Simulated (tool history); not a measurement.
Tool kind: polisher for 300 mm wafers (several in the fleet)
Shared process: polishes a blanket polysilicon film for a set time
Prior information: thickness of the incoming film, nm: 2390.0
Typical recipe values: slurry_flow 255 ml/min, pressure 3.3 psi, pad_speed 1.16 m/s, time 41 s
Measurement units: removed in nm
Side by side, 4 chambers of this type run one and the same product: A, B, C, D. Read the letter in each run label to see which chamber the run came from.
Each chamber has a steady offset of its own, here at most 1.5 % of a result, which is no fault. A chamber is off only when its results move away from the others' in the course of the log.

run,day,slurry_flow,pressure,pad_speed,time,removed
1D,0.217,255,3.3,1.16,41,435.38
2A,0.638,255,3.3,1.16,41,436.74
3B,1.112,255,3.3,1.16,41,441.32
4C,1.417,255,3.3,1.16,41,432.67
# day 1.454: chamber C: worn pad replaced by a new one
5B,1.862,255,3.3,1.16,41,436.96
6D,2.233,320,2.5,1.16,41,337.13
7C,2.462,320,2.5,1.16,41,336.42
8A,2.912,320,2.5,1.16,41,335.35
9B,3.329,320,2.5,1.16,41,339.80
# day 3.508: chamber A: worn pad replaced by a new one
10A,3.750,255,3.3,1.16,41,439.12
11D,4.129,255,3.3,1.16,41,444.39
12C,4.462,255,3.3,1.16,41,423.83
# day 4.925: chamber C: worn pad replaced by a new one
13C,4.929,255,3.3,1.16,41,434.30
# day 5.075: chamber D: worn pad replaced by a new one
# day 5.142: chamber C: slurry nozzle cleaned
14A,5.258,255,3.3,1.16,41,436.37
15B,5.488,255,3.3,1.16,41,435.55
# day 5.817: chamber B: worn pad replaced by a new one
16D,5.883,255,3.3,1.16,41,437.86
17B,6.288,255,3.3,1.16,41,437.64
# day 6.342: chamber A: slurry nozzle cleaned
18C,6.600,195,3.3,1.52,41,551.00
19D,6.829,195,3.3,1.52,41,548.33
20A,7.154,195,3.3,1.52,41,545.90
21A,7.412,195,3.3,1.52,41,552.34
# day 7.533: chamber A: worn pad replaced by a new one
22B,7.800,255,3.3,1.16,41,443.67
# day 8.004: chamber C: worn pad replaced by a new one
23C,8.054,255,3.3,1.16,41,432.07
24D,8.412,255,3.3,1.16,41,441.47
25C,8.708,180,3.3,1.16,41,416.57
26B,8.954,180,3.3,1.16,41,421.70
27A,9.208,180,3.3,1.16,41,422.46
28D,9.542,180,3.3,1.16,41,415.13
29A,9.808,255,3.3,1.16,41,440.01
30C,10.183,255,3.3,1.16,41,433.52
31D,10.396,205,3.3,0.86,41,313.21
32B,10.625,205,3.3,0.86,41,313.36
# day 11.021: chamber C: worn pad replaced by a new one
# day 11.050: chamber B: head pressure recalibrated
33B,11.083,205,3.3,0.86,41,312.93
34A,11.475,205,3.3,0.86,41,316.85
35C,11.942,255,3.3,1.16,41,433.60

Which is it: a chamber that has drifted or been left off by a service, a gauge drift common to all chambers, or only each chamber's usual small offset? If a chamber is off, name it and its likeliest cause.

All chambers stay in line apart from their small fixed offsets, and the gauge does not drift.
